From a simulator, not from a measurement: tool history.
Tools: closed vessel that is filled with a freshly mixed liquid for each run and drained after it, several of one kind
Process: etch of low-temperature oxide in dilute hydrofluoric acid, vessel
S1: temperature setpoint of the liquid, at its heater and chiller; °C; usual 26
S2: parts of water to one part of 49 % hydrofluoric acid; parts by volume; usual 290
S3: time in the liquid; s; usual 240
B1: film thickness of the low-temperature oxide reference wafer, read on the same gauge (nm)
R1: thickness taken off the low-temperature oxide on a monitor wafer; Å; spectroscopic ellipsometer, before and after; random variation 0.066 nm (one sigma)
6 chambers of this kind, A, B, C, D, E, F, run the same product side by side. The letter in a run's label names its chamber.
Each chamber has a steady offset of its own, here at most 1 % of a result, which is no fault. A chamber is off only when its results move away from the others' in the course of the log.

run,hour,S1,S2,S3,B1,R1
1F,13.5,26,290,240,130,156.81
# hour 18.4: chamber C: thermometer replaced
2C,22.8,26,290,240,130,155.35
3B,32.5,26,290,240,130,154.42
4D,43.9,26,290,240,130,156.43
5A,56.5,22,290,365,130.01,204.06
6E,62.6,22,290,365,129.99,205.51
7B,72.8,22,290,365,130.01,204.82
8C,79.2,22,290,365,129.99,205.29
9A,85,22,290,365,130.02,203.71
# hour 92: chamber B: hydrofluoric acid flow meter replaced
10F,92.1,22,290,365,129.99,204.56
11D,98.9,26,290,240,130.01,155.79
12E,108.8,26,290,240,130,157.3
13A,121.9,30,375,240,130,125.47
14C,130.8,30,375,240,130.02,126.04
15D,138.8,30,375,240,129.98,125.32
# hour 145.3: chamber D: hydrofluoric acid flow meter replaced
16E,149.5,30,375,240,129.98,126.01
17F,159.7,30,375,240,129.99,125.94
18B,169.8,30,375,240,130,125.07
19D,175.7,26,215,130,130.02,121.81
20B,183.3,26,215,130,130,121.78
21C,194.5,26,215,130,129.99,121.36
22E,207.9,26,215,130,130.01,124.85
# hour 214.2: chamber A: thermometer replaced
23F,216.5,26,215,130,129.99,122.77
24A,229.3,26,215,130,130.03,121.37
25D,242.5,26,290,240,130.03,154.35
26E,249.4,24,290,240,130,146.34
27F,262.7,24,290,240,129.99,145.21
28B,273.6,24,290,240,130.01,144.79
29A,281.7,24,290,240,129.97,144.04
30C,288.4,24,290,240,130.01,144.2
31B,300.6,24,290,240,129.99,144.59
# hour 301.4: chamber F: thermometer replaced
32F,310.2,26,290,240,129.99,154.8
33E,317.2,26,290,240,130.01,155.8
34D,325.1,26,290,240,130,156.17
35C,338.2,26,240,240,130.01,195.99
36A,348.6,26,240,240,130.04,196.22

What goes on in this fleet: one chamber off, a drifting gauge, or nothing beyond the chambers' own small offsets? Name the chamber and the cause, if any.

No chamber stands off beyond its own small offset, and the gauge holds steady.
